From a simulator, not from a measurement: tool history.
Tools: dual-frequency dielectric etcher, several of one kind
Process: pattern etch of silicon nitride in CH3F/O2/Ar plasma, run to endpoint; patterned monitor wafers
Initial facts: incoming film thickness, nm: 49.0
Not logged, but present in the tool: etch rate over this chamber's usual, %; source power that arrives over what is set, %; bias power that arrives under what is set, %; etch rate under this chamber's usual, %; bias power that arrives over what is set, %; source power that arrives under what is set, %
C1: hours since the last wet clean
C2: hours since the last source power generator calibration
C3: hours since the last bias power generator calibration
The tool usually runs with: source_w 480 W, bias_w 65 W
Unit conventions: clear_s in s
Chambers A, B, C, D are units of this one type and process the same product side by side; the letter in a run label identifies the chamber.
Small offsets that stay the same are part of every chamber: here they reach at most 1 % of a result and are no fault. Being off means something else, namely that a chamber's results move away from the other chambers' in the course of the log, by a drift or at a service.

{"run": "1B", "day": 0.154, "source_w": 480, "bias_w": 65, "C1": 375.3, "C2": 2570.1, "C3": 384.3, "clear_s": 67.619}
{"run": "2A", "day": 0.279, "source_w": 480, "bias_w": 65, "C1": 324.8, "C2": 1083.9, "C3": 320.6, "clear_s": 68.562}
{"run": "3C", "day": 0.471, "source_w": 480, "bias_w": 65, "C1": 451.9, "C2": 636.5, "C3": 1907.2, "clear_s": 67.796}
{"run": "4D", "day": 0.612, "source_w": 480, "bias_w": 65, "C1": 536.8, "C2": 2694.3, "C3": 1159.1, "clear_s": 69.728}
{"run": "5C", "day": 0.812, "source_w": 480, "bias_w": 65, "C1": 460.1, "C2": 644.7, "C3": 1915.4, "clear_s": 68.151}
{"run": "6D", "day": 1.008, "source_w": 480, "bias_w": 74, "C1": 546.3, "C2": 2703.8, "C3": 1168.6, "clear_s": 65.868}
{"run": "7B", "day": 1.204, "source_w": 480, "bias_w": 74, "C1": 400.5, "C2": 2595.3, "C3": 409.5, "clear_s": 66.471}
{"run": "8A", "day": 1.329, "source_w": 480, "bias_w": 74, "C1": 350.0, "C2": 1109.1, "C3": 345.8, "clear_s": 65.864}
{"run": "9B", "day": 1.512, "source_w": 480, "bias_w": 74, "C1": 407.9, "C2": 2602.7, "C3": 416.9, "clear_s": 66.747}
{"run": "10D", "day": 1.683, "source_w": 480, "bias_w": 65, "C1": 562.5, "C2": 2720.0, "C3": 1184.8, "clear_s": 68.483}
{"day": 1.842, "done": "chamber C: wet clean of the chamber"}
{"run": "11C", "day": 1.871, "source_w": 550, "bias_w": 54, "C1": 0.8, "C2": 670.1, "C3": 1940.8, "clear_s": 72.908}
{"run": "12A", "day": 2.025, "source_w": 550, "bias_w": 54, "C1": 366.7, "C2": 1125.8, "C3": 362.5, "clear_s": 69.638}
{"run": "13B", "day": 2.217, "source_w": 550, "bias_w": 54, "C1": 424.8, "C2": 2619.6, "C3": 433.8, "clear_s": 68.818}
{"day": 2.292, "done": "chamber A: wet clean of the chamber"}
{"run": "14C", "day": 2.412, "source_w": 550, "bias_w": 54, "C1": 13.8, "C2": 683.1, "C3": 1953.8, "clear_s": 70.98}
{"run": "15D", "day": 2.567, "source_w": 480, "bias_w": 65, "C1": 583.7, "C2": 2741.2, "C3": 1206.0, "clear_s": 68.783}
{"run": "16A", "day": 2.675, "source_w": 480, "bias_w": 65, "C1": 9.2, "C2": 1141.4, "C3": 378.1, "clear_s": 68.313}
{"run": "17C", "day": 2.9, "source_w": 480, "bias_w": 65, "C1": 25.5, "C2": 694.8, "C3": 1965.5, "clear_s": 71.551}
{"run": "18B", "day": 3.021, "source_w": 480, "bias_w": 65, "C1": 444.1, "C2": 2638.9, "C3": 453.1, "clear_s": 68.838}
{"run": "19A", "day": 3.221, "source_w": 480, "bias_w": 65, "C1": 22.3, "C2": 1154.5, "C3": 391.2, "clear_s": 69.707}
{"run": "20D", "day": 3.392, "source_w": 480, "bias_w": 65, "C1": 603.5, "C2": 2761.0, "C3": 1225.8, "clear_s": 68.259}
{"run": "21C", "day": 3.525, "source_w": 480, "bias_w": 65, "C1": 40.5, "C2": 709.8, "C3": 1980.5, "clear_s": 70.059}
{"run": "22A", "day": 3.658, "source_w": 480, "bias_w": 65, "C1": 32.8, "C2": 1165.0, "C3": 401.7, "clear_s": 68.565}
{"run": "23B", "day": 3.858, "source_w": 480, "bias_w": 65, "C1": 464.2, "C2": 2659.0, "C3": 473.2, "clear_s": 68.414}
{"run": "24D", "day": 4.033, "source_w": 400, "bias_w": 52, "C1": 618.9, "C2": 2776.4, "C3": 1241.2, "clear_s": 77.656}
{"run": "25B", "day": 4.196, "source_w": 400, "bias_w": 52, "C1": 472.3, "C2": 2667.1, "C3": 481.3, "clear_s": 80.46}

All 4 chambers run these settings next. Forecast each chamber's results:
{"run": "26A", "day": 4.354, "source_w": 480, "bias_w": 65, "clear_s": "?"}
{"run": "26B", "day": 4.354, "source_w": 480, "bias_w": 65, "clear_s": "?"}
{"run": "26C", "day": 4.354, "source_w": 480, "bias_w": 65, "clear_s": "?"}
{"run": "26D", "day": 4.354, "source_w": 480, "bias_w": 65, "clear_s": "?"}

run=26A clear_s=69.550
run=26B clear_s=68.382
run=26C clear_s=71.451
run=26D clear_s=68.476
